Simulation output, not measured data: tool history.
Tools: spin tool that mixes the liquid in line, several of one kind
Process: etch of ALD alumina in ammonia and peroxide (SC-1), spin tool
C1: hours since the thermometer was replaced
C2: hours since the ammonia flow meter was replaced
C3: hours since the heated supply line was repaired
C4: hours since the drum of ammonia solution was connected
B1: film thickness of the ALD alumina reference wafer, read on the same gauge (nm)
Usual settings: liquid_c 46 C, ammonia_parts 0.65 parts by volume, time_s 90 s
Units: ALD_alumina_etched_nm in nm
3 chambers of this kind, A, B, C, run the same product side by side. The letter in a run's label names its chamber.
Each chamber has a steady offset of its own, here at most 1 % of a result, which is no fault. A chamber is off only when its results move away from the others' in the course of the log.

{"run": "1B", "hour": 11.5, "liquid_c": 46, "ammonia_parts": 0.65, "time_s": 90, "C1": 521.6, "C2": 453.8, "C3": 900.5, "C4": 248.4, "B1": 110, "ALD_alumina_etched_nm": 4.0836}
{"run": "2C", "hour": 23.2, "liquid_c": 46, "ammonia_parts": 0.65, "time_s": 90, "C1": 77.6, "C2": 1419.9, "C3": 1820, "C4": 26, "B1": 110.01, "ALD_alumina_etched_nm": 4.035}
{"run": "3A", "hour": 37.3, "liquid_c": 46, "ammonia_parts": 0.65, "time_s": 90, "C1": 1345.7, "C2": 421.9, "C3": 821.2, "C4": 194, "B1": 109.99, "ALD_alumina_etched_nm": 4.1302}
{"run": "4B", "hour": 50.7, "liquid_c": 46, "ammonia_parts": 0.65, "time_s": 90, "C1": 560.8, "C2": 493, "C3": 939.7, "C4": 287.6, "B1": 109.99, "ALD_alumina_etched_nm": 4.0848}
{"hour": 55.0, "done": "chamber A: ammonia flow meter replaced"}
{"run": "5A", "hour": 59.3, "liquid_c": 46, "ammonia_parts": 0.65, "time_s": 90, "C1": 1367.7, "C2": 4.4, "C3": 843.2, "C4": 216, "B1": 110.05, "ALD_alumina_etched_nm": 4.1247}
{"run": "6C", "hour": 69.2, "liquid_c": 46, "ammonia_parts": 0.65, "time_s": 90, "C1": 123.6, "C2": 1465.9, "C3": 1866, "C4": 72, "B1": 110.02, "ALD_alumina_etched_nm": 4.0652}
{"run": "7C", "hour": 78.8, "liquid_c": 46, "ammonia_parts": 0.65, "time_s": 90, "C1": 133.2, "C2": 1475.5, "C3": 1875.6, "C4": 81.6, "B1": 109.98, "ALD_alumina_etched_nm": 4.0345}
{"run": "8A", "hour": 94.5, "liquid_c": 46, "ammonia_parts": 0.65, "time_s": 90, "C1": 1402.9, "C2": 39.6, "C3": 878.4, "C4": 251.2, "B1": 109.96, "ALD_alumina_etched_nm": 4.0845}
{"hour": 103.2, "done": "chamber B: heated supply line repaired"}
{"run": "9B", "hour": 104.2, "liquid_c": 46, "ammonia_parts": 0.65, "time_s": 90, "C1": 614.3, "C2": 546.5, "C3": 1.1, "C4": 341.1, "B1": 110.01, "ALD_alumina_etched_nm": 4.1066}
{"run": "10A", "hour": 118.5, "liquid_c": 46, "ammonia_parts": 0.65, "time_s": 90, "C1": 1426.9, "C2": 63.6, "C3": 902.4, "C4": 275.2, "B1": 110.04, "ALD_alumina_etched_nm": 4.1021}
{"run": "11B", "hour": 134.6, "liquid_c": 46, "ammonia_parts": 0.65, "time_s": 90, "C1": 644.7, "C2": 576.9, "C3": 31.5, "C4": 371.5, "B1": 110, "ALD_alumina_etched_nm": 4.1508}
{"run": "12C", "hour": 146.4, "liquid_c": 46, "ammonia_parts": 0.65, "time_s": 90, "C1": 200.8, "C2": 1543.1, "C3": 1943.2, "C4": 149.2, "B1": 110.01, "ALD_alumina_etched_nm": 4.0079}
{"run": "13A", "hour": 158.2, "liquid_c": 49.5, "ammonia_parts": 0.9, "time_s": 90, "C1": 1466.6, "C2": 103.3, "C3": 942.1, "C4": 314.9, "B1": 109.96, "ALD_alumina_etched_nm": 5.164}
{"run": "14B", "hour": 170.6, "liquid_c": 49.5, "ammonia_parts": 0.9, "time_s": 90, "C1": 680.7, "C2": 612.9, "C3": 67.5, "C4": 407.5, "B1": 110.02, "ALD_alumina_etched_nm": 5.2235}
{"run": "15C", "hour": 182.6, "liquid_c": 49.5, "ammonia_parts": 0.9, "time_s": 90, "C1": 237, "C2": 1579.3, "C3": 1979.4, "C4": 185.4, "B1": 110, "ALD_alumina_etched_nm": 4.9817}
{"run": "16B", "hour": 194.5, "liquid_c": 46, "ammonia_parts": 0.65, "time_s": 90, "C1": 704.6, "C2": 636.8, "C3": 91.4, "C4": 431.4, "B1": 109.99, "ALD_alumina_etched_nm": 4.1307}
{"hour": 195.0, "done": "chamber B: ammonia flow meter replaced"}
{"run": "17A", "hour": 210.6, "liquid_c": 46, "ammonia_parts": 0.65, "time_s": 90, "C1": 1519, "C2": 155.7, "C3": 994.5, "C4": 367.3, "B1": 109.98, "ALD_alumina_etched_nm": 4.1123}
{"run": "18C", "hour": 221.0, "liquid_c": 46, "ammonia_parts": 0.65, "time_s": 90, "C1": 275.4, "C2": 1617.7, "C3": 2017.8, "C4": 223.8, "B1": 109.98, "ALD_alumina_etched_nm": 3.9095}
{"run": "19B", "hour": 233.8, "liquid_c": 46, "ammonia_parts": 0.65, "time_s": 90, "C1": 743.9, "C2": 38.8, "C3": 130.7, "C4": 470.7, "B1": 110, "ALD_alumina_etched_nm": 4.0889}
{"run": "20C", "hour": 242.3, "liquid_c": 46, "ammonia_parts": 0.65, "time_s": 90, "C1": 296.7, "C2": 1639, "C3": 2039.1, "C4": 245.1, "B1": 109.99, "ALD_alumina_etched_nm": 3.9082}
{"run": "21A", "hour": 250.2, "liquid_c": 46, "ammonia_parts": 0.65, "time_s": 90, "C1": 1558.6, "C2": 195.3, "C3": 1034.1, "C4": 406.9, "B1": 110.02, "ALD_alumina_etched_nm": 4.1291}
{"run": "22C", "hour": 259.5, "liquid_c": 46, "ammonia_parts": 0.65, "time_s": 90, "C1": 313.9, "C2": 1656.2, "C3": 2056.3, "C4": 262.3, "B1": 110, "ALD_alumina_etched_nm": 3.8556}
{"run": "23A", "hour": 274.1, "liquid_c": 46, "ammonia_parts": 0.65, "time_s": 90, "C1": 1582.5, "C2": 219.2, "C3": 1058, "C4": 430.8, "B1": 110.01, "ALD_alumina_etched_nm": 4.1277}
{"run": "24B", "hour": 288.0, "liquid_c": 46, "ammonia_parts": 0.65, "time_s": 90, "C1": 798.1, "C2": 93, "C3": 184.9, "C4": 524.9, "B1": 110, "ALD_alumina_etched_nm": 4.1457}
{"run": "25A", "hour": 301.2, "liquid_c": 46, "ammonia_parts": 0.65, "time_s": 90, "C1": 1609.6, "C2": 246.3, "C3": 1085.1, "C4": 457.9, "B1": 110, "ALD_alumina_etched_nm": 4.1}
{"run": "26C", "hour": 313.4, "liquid_c": 46, "ammonia_parts": 0.5, "time_s": 90, "C1": 367.8, "C2": 1710.1, "C3": 2110.2, "C4": 316.2, "B1": 110, "ALD_alumina_etched_nm": 3.7171}
{"run": "27B", "hour": 328.2, "liquid_c": 46, "ammonia_parts": 0.5, "time_s": 90, "C1": 838.3, "C2": 133.2, "C3": 225.1, "C4": 565.1, "B1": 110, "ALD_alumina_etched_nm": 4.0152}
{"run": "28C", "hour": 341.5, "liquid_c": 46, "ammonia_parts": 0.5, "time_s": 90, "C1": 395.9, "C2": 1738.2, "C3": 2138.3, "C4": 344.3, "B1": 109.99, "ALD_alumina_etched_nm": 3.6982}
{"run": "29A", "hour": 356.7, "liquid_c": 46, "ammonia_parts": 0.65, "time_s": 90, "C1": 1665.1, "C2": 301.8, "C3": 1140.6, "C4": 513.4, "B1": 110.02, "ALD_alumina_etched_nm": 4.0773}

Next, every chamber runs the same settings. What will each give?
{"run": "30A", "hour": 368.6, "liquid_c": 46, "ammonia_parts": 0.65, "time_s": 90, "ALD_alumina_etched_nm": "?"}
{"run": "30B", "hour": 368.6, "liquid_c": 46, "ammonia_parts": 0.65, "time_s": 90, "ALD_alumina_etched_nm": "?"}
{"run": "30C", "hour": 368.6, "liquid_c": 46, "ammonia_parts": 0.65, "time_s": 90, "ALD_alumina_etched_nm": "?"}

run=30A ALD_alumina_etched_nm=4.0822
run=30B ALD_alumina_etched_nm=4.1621
run=30C ALD_alumina_etched_nm=3.7904

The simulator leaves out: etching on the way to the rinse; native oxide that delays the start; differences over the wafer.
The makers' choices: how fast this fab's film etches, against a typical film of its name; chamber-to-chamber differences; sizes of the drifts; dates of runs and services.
